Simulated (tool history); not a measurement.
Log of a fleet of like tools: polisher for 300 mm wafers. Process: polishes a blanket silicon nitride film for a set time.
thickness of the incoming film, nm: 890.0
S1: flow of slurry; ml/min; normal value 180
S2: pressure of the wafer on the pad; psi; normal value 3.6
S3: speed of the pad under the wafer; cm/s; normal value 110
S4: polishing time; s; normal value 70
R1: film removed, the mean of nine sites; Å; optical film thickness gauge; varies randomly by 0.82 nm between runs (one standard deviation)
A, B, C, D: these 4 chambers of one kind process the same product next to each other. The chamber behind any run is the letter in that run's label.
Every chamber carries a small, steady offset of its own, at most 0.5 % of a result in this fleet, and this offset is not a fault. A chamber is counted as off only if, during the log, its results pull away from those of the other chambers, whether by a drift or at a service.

| run | hour | S1 | S2 | S3 | S4 | R1 |
|---|---|---|---|---|---|---|
|  | 1 | chamber D: worn pad replaced by a new one |
|  | 6.6 | chamber B: slurry nozzle cleaned |
| 1A | 8.4 | 180 | 3.6 | 110 | 70 | 1096.8 |
| 2C | 17.9 | 180 | 3.6 | 110 | 70 | 1085 |
| 3B | 25.8 | 180 | 3.6 | 110 | 70 | 1084.9 |
| 4D | 31.7 | 180 | 3.6 | 110 | 70 | 1106.7 |
| 5D | 37.5 | 180 | 3.6 | 110 | 70 | 1101.9 |
|  | 40.7 | chamber A: head pressure recalibrated |
|  | 44.3 | chamber B: head pressure recalibrated |
| 6A | 47.4 | 180 | 3.6 | 110 | 70 | 1084.5 |
|  | 53.7 | chamber D: slurry nozzle cleaned |
| 7B | 56.5 | 180 | 3.6 | 110 | 70 | 1108.3 |
|  | 57.9 | chamber A: worn pad replaced by a new one |
| 8C | 64.5 | 180 | 3.6 | 110 | 70 | 1084.9 |
| 9C | 69.5 | 180 | 3.6 | 110 | 70 | 1097.6 |
|  | 72.6 | chamber B: worn pad replaced by a new one |
| 10B | 76.5 | 225 | 4.9 | 110 | 70 | 1549.4 |
| 11A | 82.9 | 225 | 4.9 | 110 | 70 | 1570.6 |
| 12D | 91.7 | 225 | 4.9 | 110 | 70 | 1549.9 |
| 13C | 98.7 | 225 | 4.9 | 110 | 70 | 1529.3 |
| 14B | 107.6 | 180 | 3.6 | 110 | 70 | 1091.7 |
| 15A | 117.1 | 180 | 3.6 | 110 | 70 | 1105.4 |
| 16D | 123.5 | 180 | 3.6 | 110 | 70 | 1088.2 |
| 17D | 128.4 | 180 | 3.6 | 110 | 70 | 1094.3 |
|  | 131.3 | chamber C: worn pad replaced by a new one |
| 18C | 132.8 | 180 | 3.6 | 110 | 70 | 1085 |
|  | 135.2 | chamber D: head pressure recalibrated |
| 19B | 138.7 | 180 | 3.6 | 110 | 70 | 1100 |
| 20A | 148.3 | 180 | 3 | 110 | 70 | 917.76 |
| 21A | 155.2 | 180 | 3 | 110 | 70 | 910.17 |
| 22C | 163 | 180 | 3 | 110 | 70 | 903.52 |
| 23B | 172.6 | 180 | 3 | 110 | 70 | 909.85 |
| 24D | 177.5 | 180 | 3.6 | 110 | 70 | 1109 |
|  | 181.1 | chamber D: worn pad replaced by a new one |
| 25D | 185 | 180 | 3.6 | 110 | 70 | 1112.5 |
|  | 185.9 | chamber B: worn pad replaced by a new one |
| 26A | 194.1 | 180 | 3.6 | 110 | 70 | 1108.4 |
| 27B | 202.1 | 180 | 3.6 | 110 | 70 | 1089.2 |
| 28C | 210.8 | 150 | 3.6 | 110 | 70 | 1038.2 |
| 29C | 219.3 | 150 | 3.6 | 110 | 70 | 1020.9 |
| 30B | 224.4 | 150 | 3.6 | 110 | 70 | 1052.4 |
| 31D | 229.1 | 150 | 3.6 | 110 | 70 | 1065.2 |
|  | 232.1 | chamber A: worn pad replaced by a new one |
| 32A | 237.3 | 180 | 3.6 | 110 | 70 | 1096.2 |
| 33B | 246.2 | 180 | 3.6 | 110 | 70 | 1095.5 |
| 34D | 255.7 | 180 | 3.6 | 110 | 70 | 1098 |

Next, all 4 chambers run the settings below, one line each with question marks for the results. What does each chamber give?
| 35A | 262.9 | 180 | 3.6 | 74 | 70 | ? |
| 35B | 262.9 | 180 | 3.6 | 74 | 70 | ? |
| 35C | 262.9 | 180 | 3.6 | 74 | 70 | ? |
| 35D | 262.9 | 180 | 3.6 | 74 | 70 | ? |

| run | R1 |
|---|---|
| 35A | 808.12 |
| 35B | 806.38 |
| 35C | 760.39 |
| 35D | 806.21 |
